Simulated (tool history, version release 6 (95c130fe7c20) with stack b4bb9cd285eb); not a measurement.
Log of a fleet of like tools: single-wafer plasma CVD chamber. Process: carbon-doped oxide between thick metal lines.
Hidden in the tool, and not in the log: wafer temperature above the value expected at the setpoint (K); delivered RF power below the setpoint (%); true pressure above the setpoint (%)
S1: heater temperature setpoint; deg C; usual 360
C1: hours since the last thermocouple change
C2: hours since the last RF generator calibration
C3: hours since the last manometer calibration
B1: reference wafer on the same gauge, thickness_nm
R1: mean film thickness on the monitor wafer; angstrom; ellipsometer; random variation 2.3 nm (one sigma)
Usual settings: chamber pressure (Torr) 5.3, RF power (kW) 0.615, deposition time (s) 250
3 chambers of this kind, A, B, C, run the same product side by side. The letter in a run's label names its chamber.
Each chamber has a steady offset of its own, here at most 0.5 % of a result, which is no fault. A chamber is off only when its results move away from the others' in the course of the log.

Run 1B, hour 7.3: usual settings; C1 841.4; C2 538.4; C3 1436.5; B1 1229.8. Result: R1 14004 angstrom.
Run 2C, hour 19.1: usual settings; C1 1783.9; C2 1035; C3 1269.2; B1 1229.6. Result: R1 14052 angstrom.
Run 3A, hour 27.1: usual settings; C1 1782; C2 1307.1; C3 1044.5; B1 1229.6. Result: R1 14058 angstrom.
Run 4B, hour 41.4: usual settings; C1 875.5; C2 572.5; C3 1470.6; B1 1229.5. Result: R1 13956 angstrom.
Run 5C, hour 48.7: usual settings; C1 1813.5; C2 1064.6; C3 1298.8; B1 1229. Result: R1 14041 angstrom.
Run 6A, hour 58.1: usual settings; C1 1813; C2 1338.1; C3 1075.5; B1 1228.4. Result: R1 14025 angstrom.
Run 7B, hour 71.2: usual settings; C1 905.3; C2 602.3; C3 1500.4; B1 1228.3. Result: R1 13966 angstrom.
Run 8C, hour 83.7: usual settings; C1 1848.5; C2 1099.6; C3 1333.8; B1 1228.4. Result: R1 14048 angstrom.
Run 9A, hour 90.1: usual settings; C1 1845; C2 1370.1; C3 1107.5; B1 1228.2. Result: R1 14033 angstrom.
Run 10A, hour 99.2: usual settings; C1 1854.1; C2 1379.2; C3 1116.6; B1 1228.2. Result: R1 14012 angstrom.
Run 11C, hour 107.8: usual settings; C1 1872.6; C2 1123.7; C3 1357.9; B1 1227.7. Result: R1 13991 angstrom.
Run 12B, hour 121.2: usual settings; C1 955.3; C2 652.3; C3 1550.4; B1 1228.2. Result: R1 13941 angstrom.
Run 13B, hour 133.5: usual settings but chamber pressure (Torr) 4.41, deposition time (s) 223; C1 967.6; C2 664.6; C3 1562.7; B1 1227.5. Result: R1 12137 angstrom.
Run 14C, hour 142.7: usual settings but chamber pressure (Torr) 4.41, deposition time (s) 223; C1 1907.5; C2 1158.6; C3 1392.8; B1 1227.1. Result: R1 12191 angstrom.
At hour 150.1: chamber B: capacitance manometer re-zeroed and calibrated.
Run 15A, hour 155.5: usual settings but chamber pressure (Torr) 4.41, deposition time (s) 223; C1 1910.4; C2 1435.5; C3 1172.9; B1 1226.7. Result: R1 12183 angstrom.
At hour 162: chamber B: thermocouple changed; heater temperature recalibrated.
Run 16A, hour 168.9: usual settings; C1 1923.8; C2 1448.9; C3 1186.3; B1 1226.5. Result: R1 14053 angstrom.
Run 17B, hour 177.3: usual settings; C1 15.3; C2 708.4; C3 27.3; B1 1226.2. Result: R1 13956 angstrom.
Run 18C, hour 186.5: usual settings; C1 1951.3; C2 1202.4; C3 1436.6; B1 1225.5. Result: R1 14010 angstrom.
Run 19B, hour 199.4: usual settings; C1 37.4; C2 730.5; C3 49.4; B1 1225. Result: R1 13968 angstrom.
Run 20A, hour 207.7: usual settings; C1 1962.6; C2 1487.7; C3 1225.1; B1 1225.7. Result: R1 14022 angstrom.
Run 21C, hour 221.9: usual settings; C1 1986.7; C2 1237.8; C3 1472; B1 1225.6. Result: R1 14004 angstrom.
Run 22C, hour 233.4: usual settings; C1 1998.2; C2 1249.3; C3 1483.5; B1 1225.1. Result: R1 13994 angstrom.
Run 23B, hour 240.2: usual settings; C1 78.2; C2 771.3; C3 90.2; B1 1224.8. Result: R1 13925 angstrom.
Run 24A, hour 248.1: usual settings; C1 2003; C2 1528.1; C3 1265.5; B1 1225.3. Result: R1 14015 angstrom.
Run 25B, hour 260.5: usual settings; C1 98.5; C2 791.6; C3 110.5; B1 1224.3. Result: R1 13959 angstrom.
Run 26C, hour 268.2: usual settings; C1 2033; C2 1284.1; C3 1518.3; B1 1224.4. Result: R1 14001 angstrom.
Run 27A, hour 275.7: usual settings; C1 2030.6; C2 1555.7; C3 1293.1; B1 1224.5. Result: R1 14034 angstrom.
Run 28B, hour 282.1: usual settings; C1 120.1; C2 813.2; C3 132.1; B1 1223.9. Result: R1 13929 angstrom.
At hour 286.7: chamber A: RF generator calibrated.
Run 29A, hour 289.6: usual settings; C1 2044.5; C2 3; C3 1307; B1 1223.8. Result: R1 14025 angstrom.
Run 30C, hour 296: usual settings but S1 365 deg C, deposition time (s) 292; C1 2060.8; C2 1311.9; C3 1546.1; B1 1223.5. Result: R1 16140 angstrom.
Run 31B, hour 306: usual settings but S1 365 deg C, deposition time (s) 292; C1 144; C2 837.1; C3 156; B1 1223.4. Result: R1 16061 angstrom.
Run 32A, hour 317.1: usual settings but S1 365 deg C, deposition time (s) 292; C1 2072; C2 30.5; C3 1334.5; B1 1222.8. Result: R1 16140 angstrom.
Run 33C, hour 327.3: usual settings but chamber pressure (Torr) 6.53, RF power (kW) 0.56; C1 2092.1; C2 1343.2; C3 1577.4; B1 1222.7. Result: R1 13559 angstrom.
Run 34A, hour 336.5: usual settings but chamber pressure (Torr) 6.53, RF power (kW) 0.56; C1 2091.4; C2 49.9; C3 1353.9; B1 1222.6. Result: R1 13603 angstrom.
Run 35C, hour 344: usual settings but chamber pressure (Torr) 6.53, RF power (kW) 0.56; C1 2108.8; C2 1359.9; C3 1594.1; B1 1222.9. Result: R1 13546 angstrom.
Run 36B, hour 357.6: usual settings but S1 347 deg C, RF power (kW) 0.67; C1 195.6; C2 888.7; C3 207.6; B1 1222. Result: R1 15143 angstrom.
Run 37B, hour 368.4: usual settings but S1 347 deg C, RF power (kW) 0.67; C1 206.4; C2 899.5; C3 218.4; B1 1222.1. Result: R1 15127 angstrom.
Run 38A, hour 380.5: usual settings but S1 347 deg C, RF power (kW) 0.67; C1 2135.4; C2 93.9; C3 1397.9; B1 1221.3. Result: R1 15195 angstrom.

Next, every chamber runs the same settings. What will each give?
Run 39A, hour 390.8: usual settings but RF power (kW) 0.705. Result: R1 ?.
Run 39B, hour 390.8: usual settings but RF power (kW) 0.705. Result: R1 ?.
Run 39C, hour 390.8: usual settings but RF power (kW) 0.705. Result: R1 ?.

run     R1
39A  15115
39B  15006
39C  15155
